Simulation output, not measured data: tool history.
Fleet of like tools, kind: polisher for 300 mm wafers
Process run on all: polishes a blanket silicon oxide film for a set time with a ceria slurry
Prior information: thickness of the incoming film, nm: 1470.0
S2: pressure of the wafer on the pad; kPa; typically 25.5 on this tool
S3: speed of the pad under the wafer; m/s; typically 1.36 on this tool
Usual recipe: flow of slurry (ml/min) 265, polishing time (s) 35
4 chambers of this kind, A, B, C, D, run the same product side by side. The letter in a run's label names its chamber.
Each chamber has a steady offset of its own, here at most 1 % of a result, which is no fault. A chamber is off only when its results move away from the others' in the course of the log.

{"run": "1C", "hour": 11.4, "flow of slurry (ml/min)": 265, "S2": 25.5, "S3": 1.36, "polishing time (s)": 35, "film removed (nm)": 285.37}
{"hour": 18.6, "done": "chamber C: worn pad replaced by a new one"}
{"run": "2B", "hour": 19.8, "flow of slurry (ml/min)": 265, "S2": 25.5, "S3": 1.36, "polishing time (s)": 35, "film removed (nm)": 280.9}
{"hour": 26.3, "done": "chamber A: worn pad replaced by a new one"}
{"run": "3A", "hour": 27.3, "flow of slurry (ml/min)": 265, "S2": 25.5, "S3": 1.36, "polishing time (s)": 35, "film removed (nm)": 284.47}
{"run": "4D", "hour": 41.9, "flow of slurry (ml/min)": 265, "S2": 25.5, "S3": 1.36, "polishing time (s)": 35, "film removed (nm)": 282.73}
{"run": "5B", "hour": 55.4, "flow of slurry (ml/min)": 265, "S2": 25.5, "S3": 1.36, "polishing time (s)": 35, "film removed (nm)": 278.18}
{"run": "6C", "hour": 65.4, "flow of slurry (ml/min)": 265, "S2": 25.5, "S3": 1.36, "polishing time (s)": 35, "film removed (nm)": 281.43}
{"hour": 74.2, "done": "chamber C: worn pad replaced by a new one"}
{"run": "7A", "hour": 74.5, "flow of slurry (ml/min)": 265, "S2": 25.5, "S3": 1.36, "polishing time (s)": 35, "film removed (nm)": 280.62}
{"run": "8D", "hour": 82.5, "flow of slurry (ml/min)": 265, "S2": 28.3, "S3": 1.36, "polishing time (s)": 35, "film removed (nm)": 305.9}
{"hour": 87.5, "done": "chamber D: worn pad replaced by a new one"}
{"run": "9C", "hour": 95.6, "flow of slurry (ml/min)": 265, "S2": 28.3, "S3": 1.36, "polishing time (s)": 35, "film removed (nm)": 312.44}
{"run": "10A", "hour": 106.3, "flow of slurry (ml/min)": 265, "S2": 28.3, "S3": 1.36, "polishing time (s)": 35, "film removed (nm)": 317.5}
{"hour": 108.8, "done": "chamber B: worn pad replaced by a new one"}
{"run": "11B", "hour": 115.2, "flow of slurry (ml/min)": 265, "S2": 28.3, "S3": 1.36, "polishing time (s)": 35, "film removed (nm)": 319.03}
{"hour": 115.5, "done": "chamber A: head pressure recalibrated"}
{"hour": 120.9, "done": "chamber A: worn pad replaced by a new one"}
{"run": "12D", "hour": 126.8, "flow of slurry (ml/min)": 175, "S2": 25.5, "S3": 1.36, "polishing time (s)": 35, "film removed (nm)": 270.24}
{"run": "13A", "hour": 135.7, "flow of slurry (ml/min)": 175, "S2": 25.5, "S3": 1.36, "polishing time (s)": 35, "film removed (nm)": 270.08}
{"hour": 140.4, "done": "chamber C: worn pad replaced by a new one"}
{"run": "14D", "hour": 148.8, "flow of slurry (ml/min)": 175, "S2": 25.5, "S3": 1.36, "polishing time (s)": 35, "film removed (nm)": 266.65}
{"hour": 158.8, "done": "chamber A: slurry nozzle cleaned"}
{"run": "15B", "hour": 161.9, "flow of slurry (ml/min)": 175, "S2": 25.5, "S3": 1.36, "polishing time (s)": 35, "film removed (nm)": 278.22}
{"run": "16C", "hour": 175.9, "flow of slurry (ml/min)": 265, "S2": 25.5, "S3": 1.36, "polishing time (s)": 35, "film removed (nm)": 282.05}
{"run": "17C", "hour": 184.6, "flow of slurry (ml/min)": 265, "S2": 25.5, "S3": 1.36, "polishing time (s)": 35, "film removed (nm)": 280.93}
{"hour": 191.5, "done": "chamber C: slurry nozzle cleaned"}
{"run": "18A", "hour": 196.2, "flow of slurry (ml/min)": 265, "S2": 25.5, "S3": 1.36, "polishing time (s)": 35, "film removed (nm)": 282.22}
{"run": "19B", "hour": 210.0, "flow of slurry (ml/min)": 265, "S2": 25.5, "S3": 1.36, "polishing time (s)": 35, "film removed (nm)": 297.06}
{"hour": 212.3, "done": "chamber C: worn pad replaced by a new one"}
{"hour": 213.5, "done": "chamber D: worn pad replaced by a new one"}
{"hour": 216.7, "done": "chamber A: worn pad replaced by a new one"}
{"run": "20D", "hour": 217.4, "flow of slurry (ml/min)": 265, "S2": 25.5, "S3": 1.36, "polishing time (s)": 35, "film removed (nm)": 280.28}
{"run": "21C", "hour": 231.7, "flow of slurry (ml/min)": 265, "S2": 25.5, "S3": 1.36, "polishing time (s)": 35, "film removed (nm)": 283.24}
{"run": "22A", "hour": 239.3, "flow of slurry (ml/min)": 265, "S2": 33.1, "S3": 1.36, "polishing time (s)": 35, "film removed (nm)": 369.71}
{"hour": 246.8, "done": "chamber B: slurry nozzle cleaned"}
{"run": "23B", "hour": 247.2, "flow of slurry (ml/min)": 265, "S2": 33.1, "S3": 1.36, "polishing time (s)": 35, "film removed (nm)": 387.4}
{"run": "24D", "hour": 255.1, "flow of slurry (ml/min)": 265, "S2": 33.1, "S3": 1.36, "polishing time (s)": 35, "film removed (nm)": 367.92}
{"run": "25B", "hour": 266.6, "flow of slurry (ml/min)": 265, "S2": 33.1, "S3": 1.36, "polishing time (s)": 35, "film removed (nm)": 392.19}
{"run": "26D", "hour": 280.4, "flow of slurry (ml/min)": 265, "S2": 25.5, "S3": 1.36, "polishing time (s)": 29, "film removed (nm)": 234.23}
{"run": "27A", "hour": 293.9, "flow of slurry (ml/min)": 265, "S2": 25.5, "S3": 1.36, "polishing time (s)": 29, "film removed (nm)": 237.14}

Is one chamber off against the others, does the gauge drift, or is nothing wrong? If a chamber is off, say which, and what the likeliest cause is.

It is chamber B that slowly wanders off from its peers.
Likeliest cause: head's pressure above its setpoint, % = 9.15.

Below are 4 candidate recipes for chamber B's next run, each the usual settings with a change, their results shown as question marks. Which of them brings B's results back in line with what the other chambers give on the usual settings?
A result is in line if it is within this distance of the other chambers' mean on the usual settings: film removed (nm) 8.5
{"run": "28B-1", "hour": 304.6, "flow of slurry (ml/min)": 265, "S2": 25.5, "S3": 1.48, "polishing time (s)": 35, "film removed (nm)": "?"}
{"run": "28B-2", "hour": 304.6, "flow of slurry (ml/min)": 265, "S2": 23.4, "S3": 1.36, "polishing time (s)": 35, "film removed (nm)": "?"}
{"run": "28B-3", "hour": 304.6, "flow of slurry (ml/min)": 265, "S2": 24.1, "S3": 1.3, "polishing time (s)": 34, "film removed (nm)": "?"}
{"run": "28B-4", "hour": 304.6, "flow of slurry (ml/min)": 265, "S2": 25.5, "S3": 1.36, "polishing time (s)": 40, "film removed (nm)": "?"}

Other chambers, usual settings, mean: film removed (nm) 282.41
run=28B-1 film_removed_(nm)=335.03
run=28B-2 film_removed_(nm)=283.55
run=28B-3 film_removed_(nm)=271.06
run=28B-4 film_removed_(nm)=352.19
28B-2 brings the chamber back in line.

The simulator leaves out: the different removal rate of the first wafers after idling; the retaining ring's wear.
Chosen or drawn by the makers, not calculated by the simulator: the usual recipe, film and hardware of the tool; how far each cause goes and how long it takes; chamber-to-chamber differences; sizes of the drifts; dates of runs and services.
